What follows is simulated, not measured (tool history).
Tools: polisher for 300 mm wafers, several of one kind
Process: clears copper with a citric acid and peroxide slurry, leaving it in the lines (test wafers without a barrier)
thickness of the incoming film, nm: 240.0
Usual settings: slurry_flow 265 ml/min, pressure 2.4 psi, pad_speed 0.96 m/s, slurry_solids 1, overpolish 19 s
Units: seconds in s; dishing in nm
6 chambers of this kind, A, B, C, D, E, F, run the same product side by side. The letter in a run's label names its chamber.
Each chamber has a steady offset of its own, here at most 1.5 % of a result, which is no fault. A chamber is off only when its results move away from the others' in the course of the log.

run     day  slurry_flow  pressure  pad_speed  slurry_solids  overpolish  seconds  dishing
 1B   0.367          265       2.4       0.96              1          19   157.74   21.135
      0.496  -- chamber F: slurry nozzle cleaned
 2D   0.896          265       2.4       0.96              1          19   152.97    21.31
      0.942  -- chamber E: head pressure recalibrated
      1.083  -- chamber B: worn pad replaced by a new one
 3E   1.217          265       2.4       0.96              1          19   157.81   21.167
      1.488  -- chamber B: slurry nozzle cleaned
 4F   1.492          265       2.4       0.96              1          19   156.88    21.47
      1.967  -- chamber C: slurry blender recalibrated
 5C   1.979          265       2.4       0.96              1          19   158.21   20.497
      1.992  -- chamber D: worn pad replaced by a new one
      2.029  -- chamber C: worn pad replaced by a new one
        2.2  -- chamber E: worn pad replaced by a new one
 6A   2.242          265       2.4       0.96              1          19   155.91   21.413
 7E   2.533          265       2.4       0.96              1          19    156.7   20.842
 8B       3          265       2.4       0.96              1          19   154.89   21.455
      3.417  -- chamber F: worn pad replaced by a new one
 9D   3.446          265       2.4       0.96              1          19      154   20.151
      3.729  -- chamber A: slurry blender recalibrated
      3.771  -- chamber B: worn pad replaced by a new one
      3.792  -- chamber E: slurry blender recalibrated
10A   3.883          265       2.4       0.96              1          19   157.36   20.901
          4  -- chamber B: slurry blender recalibrated
11C   4.258          265       2.4       0.96              1          19   159.41   20.747
12F   4.658          265       2.4       0.96              1          19   153.42   21.723
      4.704  -- chamber C: head pressure recalibrated
13E   4.925          265       2.4       0.96              1          19   158.49   21.098
14C     5.4          265       2.4       0.96              1          19   157.54   21.123
      5.579  -- chamber E: worn pad replaced by a new one
15D   5.846          265       2.4       0.78              1          19    189.7    17.48
      5.975  -- chamber D: worn pad replaced by a new one
16F   6.112          265       2.4       0.78              1          19   193.72   17.636
      6.396  -- chamber C: slurry nozzle cleaned
17A   6.462          265       2.4       0.78              1          19   187.47   17.866
      6.646  -- chamber E: slurry nozzle cleaned
      6.662  -- chamber B: worn pad replaced by a new one
      6.725  -- chamber C: worn pad replaced by a new one
18B   6.825          265       2.4       0.78              1          19   188.08   17.797
19A   7.117          265       2.4       0.78              1          19    189.6    17.95
20D   7.371          265       2.4       0.78              1          19   189.08   17.308
21C   7.708          265       2.4       0.96              1          19    156.6   20.969
22E   8.104          265       2.4       0.96              1          19   158.53   20.351
      8.217  -- chamber F: worn pad replaced by a new one
      8.358  -- chamber F: head pressure recalibrated
23B   8.583          265       2.4       0.96              1          19   153.75   21.004
      8.592  -- chamber E: worn pad replaced by a new one
24F   8.971          265       2.4       0.96            0.9          19    162.5   21.129
      9.329  -- chamber D: worn pad replaced by a new one
25B   9.379          265       2.4       0.96            0.9          19   162.01   21.417
      9.838  -- chamber B: worn pad replaced by a new one
26A   9.896          265       2.4       0.96            0.9          19   167.92   19.767
27D  10.158          265       2.4       0.96            0.9          19   156.89   20.177
     10.492  -- chamber C: slurry blender recalibrated
28C   10.65          265       2.4       0.96            0.9          19      162   20.682
29F  11.008          265       2.4       0.96            0.9          19   160.13   20.925
30E  11.492          265       2.4       0.96              1          19   159.85   20.858
     11.942  -- chamber F: slurry nozzle cleaned
     11.962  -- chamber C: worn pad replaced by a new one
31E      12          265       2.4       0.96              1          19   159.67    21.04
32F   12.35          265       2.4       0.96              1          19   156.72   20.866
33C  12.808          265       2.4       0.96              1          19   155.23   20.712
     12.904  -- chamber A: slurry blender recalibrated
     13.062  -- chamber B: worn pad replaced by a new one
     13.221  -- chamber D: worn pad replaced by a new one
34B  13.242          265       2.4       0.76              1          19   195.06   16.734
35D  13.717          265       2.4       0.76              1          19   192.26   16.656
36A  13.992          265       2.4       0.76              1          19    211.3   16.059

What goes on in this fleet: one chamber off, a drifting gauge, or nothing beyond the chambers' own small offsets? Name the chamber and the cause, if any.

Chamber A drifts away from the others.
Cause: removal rate lost through wear of the pad, % = 9.44.
The log may not tell that from: head's pressure below its setpoint, %.

Here are 4 candidates for chamber A's next run, each the usual settings with a change, their results left as question marks. Which one brings its results back in line with what the others give on the usual settings?
In line means no further than this from the other chambers' mean on the usual settings: seconds 5.8 s; dishing 1.7 nm
37A-1  14.375          260       2.2       0.86              1          19        ?        ?
37A-2  14.375          265       2.5          1              1          19        ?        ?
37A-3  14.375          265       2.3       0.92              1          19        ?        ?
37A-4  14.375          270       2.6       1.06              1          19        ?        ?

The other chambers' mean on the usual settings: seconds 156.81 s; dishing 20.814 nm
  run  seconds  dishing
37A-1   206.73   16.071
37A-2   158.01   20.546
37A-3   185.44   17.758
37A-4   143.57    22.39
37A-2 brings the chamber back in line.

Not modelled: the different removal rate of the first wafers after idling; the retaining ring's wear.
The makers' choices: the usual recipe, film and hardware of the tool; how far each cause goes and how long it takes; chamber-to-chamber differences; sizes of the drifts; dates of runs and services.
